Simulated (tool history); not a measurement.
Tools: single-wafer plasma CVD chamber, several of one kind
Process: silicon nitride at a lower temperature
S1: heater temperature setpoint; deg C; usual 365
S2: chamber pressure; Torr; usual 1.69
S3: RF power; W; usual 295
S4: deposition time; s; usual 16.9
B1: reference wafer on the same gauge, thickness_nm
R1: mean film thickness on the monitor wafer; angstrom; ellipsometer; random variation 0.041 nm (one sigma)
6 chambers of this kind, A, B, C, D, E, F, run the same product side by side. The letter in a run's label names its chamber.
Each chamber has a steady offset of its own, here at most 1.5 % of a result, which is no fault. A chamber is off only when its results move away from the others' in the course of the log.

run 1F hour=4.9 | S1=365 S2=1.69 S3=295 S4=16.9 | B1=23.491 | R1=199.84
run 2C hour=7.6 | S1=365 S2=1.69 S3=295 S4=16.9 | B1=23.505 | R1=197.55
run 3E hour=12.4 | S1=365 S2=1.69 S3=295 S4=16.9 | B1=23.497 | R1=196.53
run 4B hour=15.6 | S1=365 S2=1.69 S3=295 S4=16.9 | B1=23.506 | R1=198.94
run 5D hour=18.8 | S1=365 S2=1.69 S3=295 S4=14.9 | B1=23.489 | R1=175.61
-- hour=24.1 chamber E: RF generator calibrated
run 6A hour=24.4 | S1=365 S2=1.69 S3=295 S4=14.9 | B1=23.511 | R1=177.47
run 7C hour=28.9 | S1=365 S2=1.69 S3=295 S4=14.9 | B1=23.511 | R1=174.66
run 8A hour=34.5 | S1=365 S2=1.69 S3=295 S4=14.9 | B1=23.504 | R1=176.79
run 9B hour=39 | S1=365 S2=1.69 S3=295 S4=14.9 | B1=23.508 | R1=175.35
run 10E hour=41.9 | S1=365 S2=1.69 S3=295 S4=14.9 | B1=23.503 | R1=173.35
run 11F hour=47.6 | S1=365 S2=1.69 S3=295 S4=16.9 | B1=23.49 | R1=199.2
run 12D hour=50.6 | S1=365 S2=1.69 S3=295 S4=19.7 | B1=23.5 | R1=231.61
run 13D hour=53.2 | S1=365 S2=1.69 S3=295 S4=19.7 | B1=23.5 | R1=231.47
run 14F hour=57.9 | S1=365 S2=1.69 S3=295 S4=19.7 | B1=23.5 | R1=232.99
run 15A hour=60.7 | S1=365 S2=1.69 S3=295 S4=19.7 | B1=23.507 | R1=233.63
run 16E hour=65.3 | S1=365 S2=1.69 S3=295 S4=19.7 | B1=23.502 | R1=227.67
run 17C hour=70 | S1=365 S2=1.69 S3=295 S4=19.7 | B1=23.506 | R1=230.46
run 18B hour=73.1 | S1=365 S2=1.69 S3=295 S4=16.9 | B1=23.498 | R1=199.76
run 19F hour=76.4 | S1=365 S2=1.69 S3=295 S4=16.9 | B1=23.495 | R1=199.57
run 20E hour=81.7 | S1=365 S2=1.69 S3=295 S4=16.9 | B1=23.497 | R1=196.2
run 21A hour=85 | S1=351 S2=1.69 S3=270 S4=16.9 | B1=23.511 | R1=189.53
-- hour=85.7 chamber C: capacitance manometer re-zeroed and calibrated
run 22C hour=87.7 | S1=351 S2=1.69 S3=270 S4=16.9 | B1=23.494 | R1=186.57
run 23B hour=91.9 | S1=351 S2=1.69 S3=270 S4=16.9 | B1=23.508 | R1=189.19
run 24D hour=95.1 | S1=351 S2=1.69 S3=270 S4=16.9 | B1=23.499 | R1=188.06
run 25A hour=99.6 | S1=351 S2=1.69 S3=270 S4=16.9 | B1=23.5 | R1=190.02
-- hour=100.7 chamber C: thermocouple changed; heater temperature recalibrated
run 26B hour=104.5 | S1=351 S2=1.69 S3=270 S4=16.9 | B1=23.499 | R1=190.19
run 27E hour=107.6 | S1=355 S2=1.69 S3=320 S4=16.9 | B1=23.49 | R1=207.56
run 28C hour=112.4 | S1=355 S2=1.69 S3=320 S4=16.9 | B1=23.51 | R1=209.95
run 29D hour=115.7 | S1=355 S2=1.69 S3=320 S4=16.9 | B1=23.518 | R1=211
run 30F hour=120.1 | S1=355 S2=1.69 S3=320 S4=16.9 | B1=23.493 | R1=211.43
run 31F hour=124.5 | S1=355 S2=1.69 S3=320 S4=16.9 | B1=23.499 | R1=211.4
run 32E hour=129 | S1=355 S2=1.69 S3=320 S4=16.9 | B1=23.507 | R1=207.57
run 33A hour=131.5 | S1=365 S2=1.69 S3=295 S4=16.9 | B1=23.503 | R1=200.33
run 34D hour=134.1 | S1=365 S2=1.69 S3=295 S4=16.9 | B1=23.503 | R1=198.95
run 35B hour=139 | S1=365 S2=1.69 S3=295 S4=16.9 | B1=23.492 | R1=202.47
run 36C hour=142 | S1=365 S2=1.69 S3=295 S4=16.9 | B1=23.502 | R1=196.78
-- hour=144.1 chamber A: thermocouple changed; heater temperature recalibrated
run 37A hour=144.7 | S1=365 S2=1.69 S3=295 S4=16.9 | B1=23.504 | R1=200.58
run 38C hour=149.2 | S1=365 S2=1.69 S3=295 S4=16.9 | B1=23.497 | R1=197.45
run 39D hour=153.2 | S1=365 S2=1.69 S3=295 S4=16.9 | B1=23.501 | R1=198.61
run 40B hour=158.6 | S1=365 S2=1.69 S3=295 S4=16.9 | B1=23.501 | R1=203.08
run 41E hour=163.8 | S1=365 S2=1.69 S3=295 S4=16.9 | B1=23.488 | R1=196.09
run 42F hour=169.5 | S1=365 S2=1.69 S3=295 S4=16.9 | B1=23.503 | R1=199.64

Next, every chamber runs the same settings. What will each give?
run 43A hour=173.6 | S1=375 S2=1.69 S3=295 S4=16.9 | R1=?
run 43B hour=173.6 | S1=375 S2=1.69 S3=295 S4=16.9 | R1=?
run 43C hour=173.6 | S1=375 S2=1.69 S3=295 S4=16.9 | R1=?
run 43D hour=173.6 | S1=375 S2=1.69 S3=295 S4=16.9 | R1=?
run 43E hour=173.6 | S1=375 S2=1.69 S3=295 S4=16.9 | R1=?
run 43F hour=173.6 | S1=375 S2=1.69 S3=295 S4=16.9 | R1=?

run=43A R1=199.86
run=43B R1=201.39
run=43C R1=196.25
run=43D R1=197.93
run=43E R1=195.07
run=43F R1=199.26

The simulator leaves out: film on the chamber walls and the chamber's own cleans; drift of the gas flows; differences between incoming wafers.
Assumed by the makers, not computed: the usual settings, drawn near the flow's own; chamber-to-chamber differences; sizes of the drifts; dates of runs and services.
